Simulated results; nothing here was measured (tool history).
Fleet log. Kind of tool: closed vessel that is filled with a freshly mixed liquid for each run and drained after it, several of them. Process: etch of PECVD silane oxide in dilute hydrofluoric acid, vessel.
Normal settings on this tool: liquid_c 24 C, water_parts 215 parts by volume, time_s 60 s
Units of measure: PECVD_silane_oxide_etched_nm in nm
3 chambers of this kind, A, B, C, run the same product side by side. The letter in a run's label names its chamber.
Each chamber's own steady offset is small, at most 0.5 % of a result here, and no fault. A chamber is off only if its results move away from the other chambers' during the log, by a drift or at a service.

run	day	liquid_c	water_parts	time_s	read-back film thickness of the PECVD silane oxide reference wafer, read on the same gauge (nm)	PECVD_silane_oxide_etched_nm
1A	0.342	24	215	60	60.005	10.048
2B	0.521	24	215	60	60.001	9.9662
3C	0.8	24	215	60	60.031	10.178
4B	1.104	24	215	60	59.981	10.074
5C	1.471	24	215	60	59.989	10.227
6A	1.767	24	215	60	59.966	10.112
7C	2.033	24	215	60	60.002	10.083
8A	2.25	24	215	60	60.023	9.9399
9B	2.425	24	215	60	60.013	10.092
10A	2.775	24	215	60	59.973	9.9192
# day 2.933: chamber B: thermometer replaced
11C	3.088	24	215	60	59.994	10.048
12B	3.45	24	215	60	60.007	10.01
13C	3.688	24	215	60	59.996	10.098
14B	3.983	24	215	60	60.027	10.083
15A	4.317	24	215	60	60.025	9.9129
16A	4.521	24	215	60	59.991	9.8983
17C	4.779	26	215	60	60.016	10.917
18B	5.129	26	215	60	59.995	10.812
19A	5.408	26	215	60	59.983	10.553
20B	5.725	24	215	60	59.98	9.9995
21C	6.092	24	215	60	60.042	10.182
22B	6.362	24	215	60	59.981	9.9817
23A	6.7	24	215	60	59.979	9.82
24C	6.912	24	215	60	59.981	10.166
25A	7.162	24	215	60	59.996	9.7753
26C	7.333	24	215	60	60.002	10.029
27B	7.538	24	215	60	60.002	9.9413
28A	7.917	24	215	60	60.005	9.7961
29B	8.15	24	215	60	60.021	10.08
30C	8.438	24	215	60	59.998	10.122
31B	8.692	24	215	60	60.013	10.064
32A	9.021	24	215	60	60.004	9.5965
33C	9.308	24	215	60	60.032	10.176
34B	9.483	24	215	60	59.981	10.13
35C	9.733	24	215	60	60.02	10.153
36A	9.983	24	215	60	60.006	9.7008
37B	10.258	24	215	60	59.969	9.9993
38C	10.525	24	215	60	60.008	10.177
39A	10.825	20.5	215	90	60.006	12.54
40B	11.067	20.5	215	90	59.975	13.179
41A	11.325	20.5	215	90	60.018	12.563
42C	11.688	24	215	60	59.953	10.168

Next, every chamber runs the same settings. What will each give?
43A	11.958	24	215	60		?
43B	11.958	24	215	60		?
43C	11.958	24	215	60		?

run	PECVD_silane_oxide_etched_nm
43A	9.5729
43B	10.039
43C	10.198
